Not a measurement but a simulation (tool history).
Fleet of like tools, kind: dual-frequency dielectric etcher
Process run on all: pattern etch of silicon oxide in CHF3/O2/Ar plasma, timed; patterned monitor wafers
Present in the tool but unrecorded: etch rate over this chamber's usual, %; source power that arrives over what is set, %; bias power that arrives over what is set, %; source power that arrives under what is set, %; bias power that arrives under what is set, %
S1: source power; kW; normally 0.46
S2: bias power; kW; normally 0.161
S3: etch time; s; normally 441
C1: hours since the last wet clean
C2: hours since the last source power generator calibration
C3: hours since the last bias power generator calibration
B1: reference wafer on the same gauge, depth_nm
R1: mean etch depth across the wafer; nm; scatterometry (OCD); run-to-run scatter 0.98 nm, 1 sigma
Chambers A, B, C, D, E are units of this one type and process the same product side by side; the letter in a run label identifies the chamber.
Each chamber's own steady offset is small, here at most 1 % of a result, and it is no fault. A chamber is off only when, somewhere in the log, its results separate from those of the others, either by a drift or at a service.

run   hour    S1     S2     S3     C1      C2      C3      B1      R1
 1E    6.5  0.46  0.161    441  119.4   544.3  2371.3  776.85  754.72
 2C   15.1  0.46  0.161    441   36.3  1342.5  1848.5  776.81  752.17
 3A   23.2  0.46  0.161    441  235.4  1125.3  1370.6  776.63   761.9
 4D   28.9  0.46  0.161    441  225.1   963.1   994.1  776.84  756.22
 5B   37.8   0.4  0.161  350.5  136.7   831.5  1278.7  776.54  565.33
 6A   45.1   0.4  0.161  350.5  257.3  1147.2  1392.5  776.33  572.98
 7E     54   0.4  0.161  350.5  166.9   591.8  2418.8  776.38  567.15
 8C   60.2   0.4  0.161  350.5   81.4  1387.6  1893.6  776.28  565.61
 9B   64.8   0.4  0.161  350.5  163.7   858.5  1305.7  776.27  564.82
10D   71.6  0.46  0.161    441  267.8  1005.8  1036.8  775.72  752.61
11E   78.8  0.35  0.161    441  191.7   616.6  2443.6  775.63  678.62
12D   86.5  0.35  0.161    441  282.7  1020.7  1051.7   775.8  680.87
13A   95.7  0.35  0.161    441  307.9  1197.8  1443.1  775.93  685.09
14C  105.5  0.35  0.161    441  126.7  1432.9  1938.9  775.29  674.22
15B    114  0.35  0.161    441  212.9   907.7  1354.9  775.42  675.46
16B  118.6  0.46  0.142    441  217.5   912.3  1359.5  775.46  719.99
17C  125.1  0.46  0.142    441  146.3  1452.5  1958.5  775.47  720.88
18E    130  0.46  0.142    441  242.9   667.8  2494.8  775.25  720.72
19A  134.6  0.46  0.142    441  346.8  1236.7    1482  774.94  728.83
20D  143.3  0.46  0.142    441  339.5  1077.5  1108.5  774.96  723.26
     150.7  -- chamber D: wet clean of the chamber
21C  151.2  0.46  0.161    441  172.4  1478.6  1984.6  774.85  748.49
22D  159.4   0.5  0.161    441    8.8  1093.6  1124.6  774.75  777.77
23E  166.1   0.5  0.161    441    279   703.9  2530.9  774.66  775.86
24B  173.1   0.5  0.161    441    272   966.8    1414  774.41  772.66
25A  179.5   0.5  0.161    441  391.7  1281.6  1526.9  774.44  785.25
26C  187.6   0.5  0.161    441  208.8    1515    2021  774.16  773.54
27B  192.5  0.46  0.161    441  291.4   986.2  1433.4  773.96  748.44
28D  202.1  0.46  0.161    441   51.5  1136.3  1167.3  774.06  752.78
     205.9  -- chamber A: wet clean of the chamber
29A    209  0.46  0.161    529    3.1  1311.1  1556.4  773.68  910.11
30E  216.9  0.46  0.161    529  329.8   754.7  2581.7  773.72  900.35
31D  222.7  0.46  0.161    529   72.1  1156.9  1187.9  773.54  903.89
32B  228.9  0.46  0.161    529  327.8  1022.6  1469.8  773.73  899.57
33A  237.7  0.46  0.161    529   31.8  1339.8  1585.1  773.53  909.55
34E  245.9  0.39   0.13    441  358.8   783.7  2610.7  773.12  655.97
35C  253.7  0.39   0.13    441  274.9  1581.1  2087.1  773.14  655.42
36A  258.7  0.39   0.13    441   52.8  1360.8  1606.1  773.04  664.35
37E  263.4  0.39   0.13    441  376.3   801.2  2628.2  772.88  654.87
38B  271.6  0.39   0.13    441  370.5  1065.3  1512.5  772.99  652.91

Next, every chamber runs the same settings. What will each give?
39A  278.9  0.46  0.161  441                   ?
39B  278.9  0.46  0.161  441                   ?
39C  278.9  0.46  0.161  441                   ?
39D  278.9  0.46  0.161  441                   ?
39E  278.9  0.46  0.161  441                   ?

run      R1
39A  759.72
39B     748
39C  749.49
39D  749.99
39E  748.42

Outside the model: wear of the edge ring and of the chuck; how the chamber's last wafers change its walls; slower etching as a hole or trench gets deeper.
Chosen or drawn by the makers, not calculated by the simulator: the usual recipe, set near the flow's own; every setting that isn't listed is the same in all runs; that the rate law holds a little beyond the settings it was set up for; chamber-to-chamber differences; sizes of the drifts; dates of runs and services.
